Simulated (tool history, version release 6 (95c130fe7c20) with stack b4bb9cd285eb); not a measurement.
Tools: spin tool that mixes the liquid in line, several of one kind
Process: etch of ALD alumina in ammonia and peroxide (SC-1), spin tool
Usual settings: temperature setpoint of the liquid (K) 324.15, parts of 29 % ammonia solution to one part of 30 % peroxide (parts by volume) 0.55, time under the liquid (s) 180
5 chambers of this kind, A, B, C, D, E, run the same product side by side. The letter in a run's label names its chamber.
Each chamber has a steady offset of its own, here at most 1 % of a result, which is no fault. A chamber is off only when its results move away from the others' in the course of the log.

run   hour  temperature setpoint of the liquid (K)  parts of 29 % ammonia solution to one part of 30 % peroxide (parts by volume)  time under the liquid (s)  read-back film thickness of the ALD alumina reference wafer, read on the same gauge (nm)  thickness taken off the ALD alumina on a monitor wafer (Å)
 1A    5.9                                  324.15                                                                           0.55                        180                                                                                    70.012                                                     182.860
 2D   13.5                                  324.15                                                                           0.55                        180                                                                                    69.998                                                     184.640
 3B   24.0                                  324.15                                                                           0.55                        180                                                                                    69.994                                                     184.410
 4C   28.7                                  324.15                                                                           0.55                        180                                                                                    70.009                                                     182.790
 5E   33.5                                  324.15                                                                           0.55                        180                                                                                    70.002                                                     180.570
 6B   43.3                                  324.15                                                                           0.55                        180                                                                                    70.001                                                     183.790
 7A   51.3                                  324.15                                                                           0.55                        180                                                                                    70.002                                                     184.490
      59.4  -- chamber E: heated supply line repaired
 8E   59.7                                  324.15                                                                           0.55                        180                                                                                    70.011                                                     183.450
 9C   67.5                                  324.15                                                                           0.55                        180                                                                                    70.019                                                     183.590
10D   73.1                                  324.15                                                                           0.55                        180                                                                                    69.998                                                     181.670
11A   80.4                                  324.15                                                                           0.55                        180                                                                                    69.985                                                     184.800
12B   91.1                                  324.15                                                                           0.55                        180                                                                                    70.011                                                     183.860
13D   97.9                                  329.15                                                                           0.40                        180                                                                                    70.004                                                     229.190
14E  102.7                                  329.15                                                                           0.40                        180                                                                                    69.997                                                     233.510
15C  108.2                                  329.15                                                                           0.40                        180                                                                                    69.991                                                     233.800
16D  113.1                                  329.15                                                                           0.40                        180                                                                                    70.002                                                     229.090
17B  120.8                                  329.15                                                                           0.40                        180                                                                                    70.019                                                     229.500
18E  130.5                                  324.15                                                                           0.55                        180                                                                                    69.989                                                     180.850
19C  136.8                                  324.15                                                                           0.55                        180                                                                                    69.985                                                     183.160
     137.1  -- chamber A: ammonia flow meter replaced
20A  144.0                                  324.15                                                                           0.55                        180                                                                                    70.012                                                     185.210
21C  149.1                                  324.15                                                                           0.55                        180                                                                                    69.999                                                     183.050
22D  158.1                                  324.15                                                                           0.55                        180                                                                                    70.005                                                     179.630
23E  162.8                                  324.15                                                                           0.55                        180                                                                                    69.984                                                     181.380
     164.9  -- chamber A: new drum of ammonia solution connected
     165.9  -- chamber C: ammonia flow meter replaced
24B  171.3                                  324.15                                                                           0.55                        180                                                                                    69.991                                                     185.990
25A  180.0                                  324.15                                                                           0.55                        180                                                                                    69.996                                                     183.970
26D  188.4                                  324.15                                                                           0.55                        180                                                                                    69.995                                                     177.400
27B  195.9                                  324.15                                                                           0.55                        180                                                                                    70.003                                                     184.900
28E  202.1                                  324.15                                                                           0.55                        180                                                                                    69.988                                                     180.590
29A  207.2                                  324.15                                                                           0.55                        180                                                                                    69.998                                                     182.630
     207.4  -- chamber C: new drum of ammonia solution connected
     207.9  -- chamber E: thermometer replaced
30C  215.9                                  324.15                                                                           0.55                        180                                                                                    70.006                                                     182.280
31A  222.6                                  324.15                                                                           0.55                        180                                                                                    70.001                                                     183.690
32D  232.9                                  324.15                                                                           0.55                        180                                                                                    70.001                                                     175.840
33C  238.7                                  324.15                                                                           0.55                        180                                                                                    69.997                                                     183.470
34B  249.0                                  324.15                                                                           0.55                        100                                                                                    69.987                                                     102.220
35E  254.2                                  324.15                                                                           0.55                        100                                                                                    70.010                                                     100.820
36A  263.9                                  324.15                                                                           0.55                        100                                                                                    69.997                                                     102.200
37D  270.2                                  324.15                                                                           0.55                        100                                                                                    70.001                                                      96.411
     274.7  -- chamber D: ammonia flow meter replaced
38E  279.3                                  324.15                                                                           0.55                        100                                                                                    69.995                                                      99.878
39C  284.4                                  324.15                                                                           0.55                        180                                                                                    69.996                                                     181.100
40B  294.4                                  324.15                                                                           0.55                        180                                                                                    69.996                                                     181.980
41D  301.7                                  324.15                                                                           0.55                        180                                                                                    70.004                                                     171.010
42A  309.4                                  324.15                                                                           0.55                        180                                                                                    69.973                                                     181.040
43B  319.6                                  324.15                                                                           0.55                        180                                                                                    70.010                                                     182.160

Next, every chamber runs the same settings. What will each give?
44A  327.3                                  324.15                                                                           0.55                        180                                                                                                                                                     ?
44B  327.3                                  324.15                                                                           0.55                        180                                                                                                                                                     ?
44C  327.3                                  324.15                                                                           0.55                        180                                                                                                                                                     ?
44D  327.3                                  324.15                                                                           0.55                        180                                                                                                                                                     ?
44E  327.3                                  324.15                                                                           0.55                        180                                                                                                                                                     ?

run  thickness taken off the ALD alumina on a monitor wafer (Å)
44A                                                     182.980
44B                                                     183.540
44C                                                     184.320
44D                                                     168.390
44E                                                     182.810
